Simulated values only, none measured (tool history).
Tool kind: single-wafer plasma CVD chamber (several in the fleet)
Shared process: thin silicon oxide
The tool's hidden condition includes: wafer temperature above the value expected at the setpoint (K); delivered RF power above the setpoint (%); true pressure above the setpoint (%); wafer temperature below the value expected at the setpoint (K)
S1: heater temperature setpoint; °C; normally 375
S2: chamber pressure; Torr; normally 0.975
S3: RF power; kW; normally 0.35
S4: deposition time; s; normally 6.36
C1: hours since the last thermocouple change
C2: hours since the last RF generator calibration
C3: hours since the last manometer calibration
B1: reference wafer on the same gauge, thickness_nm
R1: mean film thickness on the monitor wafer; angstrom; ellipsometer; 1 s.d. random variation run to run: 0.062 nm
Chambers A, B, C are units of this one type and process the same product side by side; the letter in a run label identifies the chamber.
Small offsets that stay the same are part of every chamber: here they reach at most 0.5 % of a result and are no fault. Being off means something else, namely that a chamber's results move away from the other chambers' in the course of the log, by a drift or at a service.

| run | hour | S1 | S2 | S3 | S4 | C1 | C2 | C3 | B1 | R1 |
|---|---|---|---|---|---|---|---|---|---|---|
| 1C | 10.9 | 375 | 0.975 | 0.35 | 6.36 | 405.8 | 598.8 | 547 | 15.692 | 150.5 |
| 2A | 18.7 | 375 | 0.975 | 0.35 | 6.36 | 74.9 | 603.6 | 837 | 15.689 | 150.07 |
| 3B | 25.9 | 375 | 0.975 | 0.35 | 6.36 | 250.4 | 937.5 | 995.6 | 15.705 | 150.04 |
| 4A | 35.3 | 375 | 0.975 | 0.35 | 6.36 | 91.5 | 620.2 | 853.6 | 15.707 | 148.82 |
| 5B | 46 | 375 | 0.975 | 0.35 | 6.36 | 270.5 | 957.6 | 1015.7 | 15.704 | 149.33 |
| 6C | 57.9 | 375 | 0.975 | 0.35 | 6.36 | 452.8 | 645.8 | 594 | 15.705 | 149.45 |
| 7C | 68.7 | 375 | 0.975 | 0.35 | 6.36 | 463.6 | 656.6 | 604.8 | 15.712 | 149.08 |
| 8B | 75.7 | 375 | 0.975 | 0.35 | 6.36 | 300.2 | 987.3 | 1045.4 | 15.701 | 149.92 |
| 9A | 82.6 | 375 | 0.975 | 0.35 | 6.36 | 138.8 | 667.5 | 900.9 | 15.697 | 149.06 |
| 10A | 88.1 | 375 | 0.975 | 0.35 | 6.36 | 144.3 | 673 | 906.4 | 15.702 | 148.88 |
| 11B | 99.5 | 375 | 0.975 | 0.35 | 6.36 | 324 | 1011.1 | 1069.2 | 15.708 | 147.79 |
| 12C | 107.1 | 375 | 0.975 | 0.35 | 6.36 | 502 | 695 | 643.2 | 15.713 | 150.26 |
| 13C | 116.5 | 375 | 0.975 | 0.35 | 6.36 | 511.4 | 704.4 | 652.6 | 15.682 | 150.53 |
|  | 124.8 | chamber B: RF generator calibrated |
| 14A | 129 | 375 | 0.975 | 0.35 | 6.36 | 185.2 | 713.9 | 947.3 | 15.695 | 149.42 |
| 15B | 139.8 | 375 | 0.975 | 0.35 | 6.36 | 364.3 | 15.1 | 1109.5 | 15.697 | 149.02 |
| 16B | 150.1 | 375 | 0.975 | 0.35 | 6.36 | 374.6 | 25.4 | 1119.8 | 15.7 | 148.86 |
| 17A | 159.8 | 375 | 0.975 | 0.35 | 6.36 | 216 | 744.7 | 978.1 | 15.71 | 148.4 |
| 18C | 166.6 | 375 | 0.975 | 0.35 | 6.36 | 561.5 | 754.5 | 702.7 | 15.702 | 152.97 |
| 19B | 176.9 | 375 | 0.975 | 0.35 | 6.36 | 401.4 | 52.2 | 1146.6 | 15.705 | 148.62 |
| 20A | 182.5 | 375 | 0.975 | 0.35 | 6.36 | 238.7 | 767.4 | 1000.8 | 15.691 | 149.48 |
| 21C | 190.1 | 375 | 0.975 | 0.35 | 6.36 | 585 | 778 | 726.2 | 15.682 | 154.08 |
| 22B | 200 | 375 | 0.975 | 0.35 | 6.36 | 424.5 | 75.3 | 1169.7 | 15.704 | 149.34 |
| 23C | 211.1 | 375 | 0.975 | 0.35 | 6.36 | 606 | 799 | 747.2 | 15.706 | 152.58 |
| 24A | 221 | 375 | 0.975 | 0.35 | 6.36 | 277.2 | 805.9 | 1039.3 | 15.703 | 148.16 |
| 25A | 229.9 | 375 | 0.975 | 0.35 | 6.36 | 286.1 | 814.8 | 1048.2 | 15.699 | 148.72 |
| 26B | 236.9 | 375 | 0.975 | 0.385 | 6.36 | 461.4 | 112.2 | 1206.6 | 15.701 | 155.03 |
| 27C | 246.9 | 375 | 0.975 | 0.385 | 6.36 | 641.8 | 834.8 | 783 | 15.697 | 159.92 |
| 28A | 254.6 | 375 | 0.975 | 0.385 | 6.36 | 310.8 | 839.5 | 1072.9 | 15.693 | 154.25 |
| 29C | 263.9 | 375 | 0.975 | 0.35 | 6.36 | 658.8 | 851.8 | 800 | 15.71 | 154.95 |

The same settings go to every chamber for the next run, one line per chamber below. Forecast the results for each:
| 30A | 272.8 | 375 | 0.975 | 0.35 | 6.75 |  |  |  |  | ? |
| 30B | 272.8 | 375 | 0.975 | 0.35 | 6.75 |  |  |  |  | ? |
| 30C | 272.8 | 375 | 0.975 | 0.35 | 6.75 |  |  |  |  | ? |

| run | R1 |
|---|---|
| 30A | 158.37 |
| 30B | 158.45 |
| 30C | 165.03 |

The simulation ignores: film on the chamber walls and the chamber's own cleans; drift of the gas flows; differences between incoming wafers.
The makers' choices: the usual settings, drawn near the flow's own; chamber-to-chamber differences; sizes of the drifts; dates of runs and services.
